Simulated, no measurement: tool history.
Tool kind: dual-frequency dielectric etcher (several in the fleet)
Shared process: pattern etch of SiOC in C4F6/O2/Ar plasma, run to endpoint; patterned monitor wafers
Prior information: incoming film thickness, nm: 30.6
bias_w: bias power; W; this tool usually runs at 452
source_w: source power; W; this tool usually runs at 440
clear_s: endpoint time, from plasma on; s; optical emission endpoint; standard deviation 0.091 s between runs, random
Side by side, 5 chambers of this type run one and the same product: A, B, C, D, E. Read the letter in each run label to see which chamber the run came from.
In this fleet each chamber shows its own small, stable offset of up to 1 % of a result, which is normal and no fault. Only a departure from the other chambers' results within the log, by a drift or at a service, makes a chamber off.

{"run": "1E", "hour": 9.5, "bias_w": 452, "source_w": 440, "clear_s": 10.314}
{"hour": 11.9, "done": "chamber B: wet clean of the chamber"}
{"run": "2A", "hour": 18.0, "bias_w": 452, "source_w": 440, "clear_s": 10.2}
{"run": "3B", "hour": 24.8, "bias_w": 452, "source_w": 440, "clear_s": 10.445}
{"run": "4D", "hour": 29.6, "bias_w": 452, "source_w": 440, "clear_s": 10.289}
{"run": "5C", "hour": 34.4, "bias_w": 452, "source_w": 440, "clear_s": 10.381}
{"run": "6D", "hour": 42.3, "bias_w": 452, "source_w": 440, "clear_s": 10.343}
{"run": "7E", "hour": 46.9, "bias_w": 452, "source_w": 440, "clear_s": 10.285}
{"run": "8B", "hour": 55.2, "bias_w": 452, "source_w": 440, "clear_s": 10.309}
{"run": "9C", "hour": 64.2, "bias_w": 452, "source_w": 440, "clear_s": 10.267}
{"run": "10A", "hour": 73.0, "bias_w": 452, "source_w": 440, "clear_s": 10.38}
{"run": "11A", "hour": 83.0, "bias_w": 346, "source_w": 440, "clear_s": 11.421}
{"run": "12C", "hour": 89.0, "bias_w": 346, "source_w": 440, "clear_s": 11.311}
{"run": "13D", "hour": 97.3, "bias_w": 346, "source_w": 440, "clear_s": 11.235}
{"run": "14B", "hour": 103.6, "bias_w": 346, "source_w": 440, "clear_s": 11.249}
{"run": "15E", "hour": 112.8, "bias_w": 346, "source_w": 440, "clear_s": 11.245}
{"run": "16B", "hour": 122.4, "bias_w": 452, "source_w": 440, "clear_s": 10.135}
{"run": "17A", "hour": 128.2, "bias_w": 452, "source_w": 440, "clear_s": 10.3}
{"run": "18C", "hour": 132.9, "bias_w": 452, "source_w": 440, "clear_s": 10.232}
{"run": "19E", "hour": 139.0, "bias_w": 452, "source_w": 440, "clear_s": 10.434}
{"run": "20D", "hour": 144.2, "bias_w": 452, "source_w": 440, "clear_s": 10.216}
{"run": "21A", "hour": 149.3, "bias_w": 452, "source_w": 440, "clear_s": 10.287}
{"run": "22D", "hour": 156.5, "bias_w": 452, "source_w": 440, "clear_s": 10.238}
{"run": "23B", "hour": 164.4, "bias_w": 452, "source_w": 440, "clear_s": 10.345}
{"run": "24C", "hour": 174.2, "bias_w": 523, "source_w": 480, "clear_s": 9.4426}
{"run": "25E", "hour": 183.5, "bias_w": 523, "source_w": 480, "clear_s": 9.4038}
{"run": "26B", "hour": 191.3, "bias_w": 523, "source_w": 480, "clear_s": 9.5413}
{"run": "27E", "hour": 200.9, "bias_w": 523, "source_w": 480, "clear_s": 9.517}
{"run": "28C", "hour": 211.3, "bias_w": 523, "source_w": 480, "clear_s": 9.4234}
{"run": "29A", "hour": 218.8, "bias_w": 452, "source_w": 440, "clear_s": 10.153}
{"hour": 221.9, "done": "chamber D: wet clean of the chamber"}
{"run": "30D", "hour": 223.6, "bias_w": 452, "source_w": 440, "clear_s": 10.421}
{"run": "31D", "hour": 230.9, "bias_w": 452, "source_w": 440, "clear_s": 10.42}
{"run": "32B", "hour": 239.8, "bias_w": 452, "source_w": 440, "clear_s": 10.249}
{"run": "33C", "hour": 246.0, "bias_w": 452, "source_w": 440, "clear_s": 10.278}

Is one chamber off against the others, does the gauge drift, or is nothing wrong? If a chamber is off, say which, and what the likeliest cause is.

No chamber stands off beyond its own small offset, and the gauge holds steady.
